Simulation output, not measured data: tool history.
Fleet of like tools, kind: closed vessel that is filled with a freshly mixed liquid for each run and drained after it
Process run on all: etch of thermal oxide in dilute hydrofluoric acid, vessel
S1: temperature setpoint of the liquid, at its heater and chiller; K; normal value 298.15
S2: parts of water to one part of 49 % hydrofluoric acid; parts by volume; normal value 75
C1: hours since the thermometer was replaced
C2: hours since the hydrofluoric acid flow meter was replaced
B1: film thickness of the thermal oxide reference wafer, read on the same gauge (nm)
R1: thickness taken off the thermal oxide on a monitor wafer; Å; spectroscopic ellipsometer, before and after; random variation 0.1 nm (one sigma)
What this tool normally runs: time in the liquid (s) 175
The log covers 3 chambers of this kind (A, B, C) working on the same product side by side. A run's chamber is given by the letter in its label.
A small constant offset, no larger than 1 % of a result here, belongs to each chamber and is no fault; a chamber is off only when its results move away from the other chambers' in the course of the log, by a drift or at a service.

Run 1C, hour 6.7: usual settings; C1 625.5; C2 294.1; B1 150.00. Result: R1 122.500 Å.
Run 2A, hour 14.1: usual settings; C1 2743.8; C2 310.8; B1 150.03. Result: R1 122.740 Å.
Run 3B, hour 20.1: usual settings; C1 1849.8; C2 723.4; B1 149.99. Result: R1 121.700 Å.
Run 4A, hour 32.1: usual settings; C1 2761.8; C2 328.8; B1 149.98. Result: R1 122.140 Å.
Run 5B, hour 44.9: usual settings but S2 45 parts by volume; C1 1874.6; C2 748.2; B1 150.03. Result: R1 208.680 Å.
Run 6C, hour 57.8: usual settings but S2 45 parts by volume; C1 676.6; C2 345.2; B1 150.02. Result: R1 209.950 Å.
Run 7C, hour 71.4: usual settings but S2 45 parts by volume; C1 690.2; C2 358.8; B1 150.02. Result: R1 213.990 Å.
Run 8A, hour 77.9: usual settings but S1 300.15 K, time in the liquid (s) 240; C1 2807.6; C2 374.6; B1 150.01. Result: R1 180.560 Å.
Run 9B, hour 90.7: usual settings but S1 300.15 K, time in the liquid (s) 240; C1 1920.4; C2 794.0; B1 150.00. Result: R1 182.000 Å.
Run 10B, hour 98.8: usual settings but S1 300.15 K, time in the liquid (s) 240; C1 1928.5; C2 802.1; B1 149.98. Result: R1 178.660 Å.
Run 11A, hour 111.5: usual settings; C1 2841.2; C2 408.2; B1 149.99. Result: R1 122.470 Å.
Run 12C, hour 117.8: usual settings but S2 100 parts by volume, time in the liquid (s) 75; C1 736.6; C2 405.2; B1 150.02. Result: R1 37.454 Å.
Run 13C, hour 126.4: usual settings but S2 100 parts by volume, time in the liquid (s) 75; C1 745.2; C2 413.8; B1 150.02. Result: R1 37.718 Å.
Run 14A, hour 135.4: usual settings but S2 100 parts by volume, time in the liquid (s) 75; C1 2865.1; C2 432.1; B1 150.03. Result: R1 37.570 Å.
Run 15B, hour 143.9: usual settings but S2 60 parts by volume, time in the liquid (s) 145; C1 1973.6; C2 847.2; B1 150.00. Result: R1 128.010 Å.
Run 16C, hour 155.4: usual settings but S2 60 parts by volume, time in the liquid (s) 145; C1 774.2; C2 442.8; B1 150.02. Result: R1 130.790 Å.
Run 17B, hour 164.5: usual settings but S2 60 parts by volume, time in the liquid (s) 145; C1 1994.2; C2 867.8; B1 149.97. Result: R1 131.350 Å.
Run 18A, hour 170.7: usual settings; C1 2900.4; C2 467.4; B1 149.98. Result: R1 123.210 Å.
Run 19C, hour 178.5: usual settings; C1 797.3; C2 465.9; B1 150.00. Result: R1 121.450 Å.
Run 20A, hour 190.3: usual settings; C1 2920.0; C2 487.0; B1 150.02. Result: R1 121.140 Å.
Run 21B, hour 202.2: usual settings; C1 2031.9; C2 905.5; B1 150.00. Result: R1 123.450 Å.
Run 22B, hour 213.6: usual settings but S1 300.15 K, time in the liquid (s) 100; C1 2043.3; C2 916.9; B1 150.01. Result: R1 76.921 Å.
At hour 216.1: chamber A: thermometer replaced.
At hour 216.9: chamber A: hydrofluoric acid flow meter replaced.
Run 23C, hour 224.7: usual settings but S1 300.15 K, time in the liquid (s) 100; C1 843.5; C2 512.1; B1 149.99. Result: R1 73.521 Å.
Run 24A, hour 234.4: usual settings but S1 300.15 K, time in the liquid (s) 100; C1 18.3; C2 17.6; B1 149.99. Result: R1 76.075 Å.
Run 25C, hour 244.8: usual settings; C1 863.6; C2 532.2; B1 150.01. Result: R1 116.560 Å.
Run 26A, hour 254.7: usual settings; C1 38.6; C2 37.9; B1 150.04. Result: R1 121.820 Å.
Run 27B, hour 262.2: usual settings; C1 2091.9; C2 965.5; B1 150.02. Result: R1 122.160 Å.
Run 28A, hour 269.1: usual settings; C1 53.0; C2 52.3; B1 149.98. Result: R1 124.360 Å.
Run 29B, hour 275.6: usual settings; C1 2105.3; C2 978.9; B1 149.98. Result: R1 122.390 Å.
Run 30C, hour 288.1: usual settings; C1 906.9; C2 575.5; B1 150.02. Result: R1 117.370 Å.
Run 31B, hour 302.1: usual settings; C1 2131.8; C2 1005.4; B1 149.96. Result: R1 121.150 Å.
Run 32C, hour 314.3: usual settings; C1 933.1; C2 601.7; B1 150.01. Result: R1 117.550 Å.
Run 33A, hour 327.8: usual settings but time in the liquid (s) 260; C1 111.7; C2 111.0; B1 149.95. Result: R1 181.450 Å.
Run 34C, hour 334.8: usual settings but time in the liquid (s) 260; C1 953.6; C2 622.2; B1 150.02. Result: R1 173.730 Å.
Run 35A, hour 342.0: usual settings but time in the liquid (s) 260; C1 125.9; C2 125.2; B1 150.00. Result: R1 181.640 Å.
Run 36B, hour 355.2: usual settings but S1 302.65 K; C1 2184.9; C2 1058.5; B1 150.01. Result: R1 145.740 Å.
Run 37A, hour 366.2: usual settings but S1 302.65 K; C1 150.1; C2 149.4; B1 149.97. Result: R1 146.500 Å.
Run 38C, hour 378.0: usual settings but S1 302.65 K; C1 996.8; C2 665.4; B1 150.00. Result: R1 136.170 Å.
Run 39B, hour 387.0: usual settings; C1 2216.7; C2 1090.3; B1 149.95. Result: R1 122.630 Å.
Run 40A, hour 397.6: usual settings; C1 181.5; C2 180.8; B1 149.94. Result: R1 122.340 Å.
Run 41C, hour 405.1: usual settings; C1 1023.9; C2 692.5; B1 149.97. Result: R1 111.960 Å.
Run 42B, hour 415.1: usual settings; C1 2244.8; C2 1118.4; B1 150.00. Result: R1 122.480 Å.
Run 43B, hour 425.3: usual settings; C1 2255.0; C2 1128.6; B1 150.02. Result: R1 122.230 Å.
Run 44C, hour 433.1: usual settings; C1 1051.9; C2 720.5; B1 150.05. Result: R1 110.380 Å.

For the next run the whole fleet of 3 chambers uses the same settings. Give each chamber's results:
Run 45A, hour 443.2: usual settings but S1 293.15 K. Result: R1 ?.
Run 45B, hour 443.2: usual settings but S1 293.15 K. Result: R1 ?.
Run 45C, hour 443.2: usual settings but S1 293.15 K. Result: R1 ?.

run       R1
45A  100.410
45B  100.400
45C   91.538

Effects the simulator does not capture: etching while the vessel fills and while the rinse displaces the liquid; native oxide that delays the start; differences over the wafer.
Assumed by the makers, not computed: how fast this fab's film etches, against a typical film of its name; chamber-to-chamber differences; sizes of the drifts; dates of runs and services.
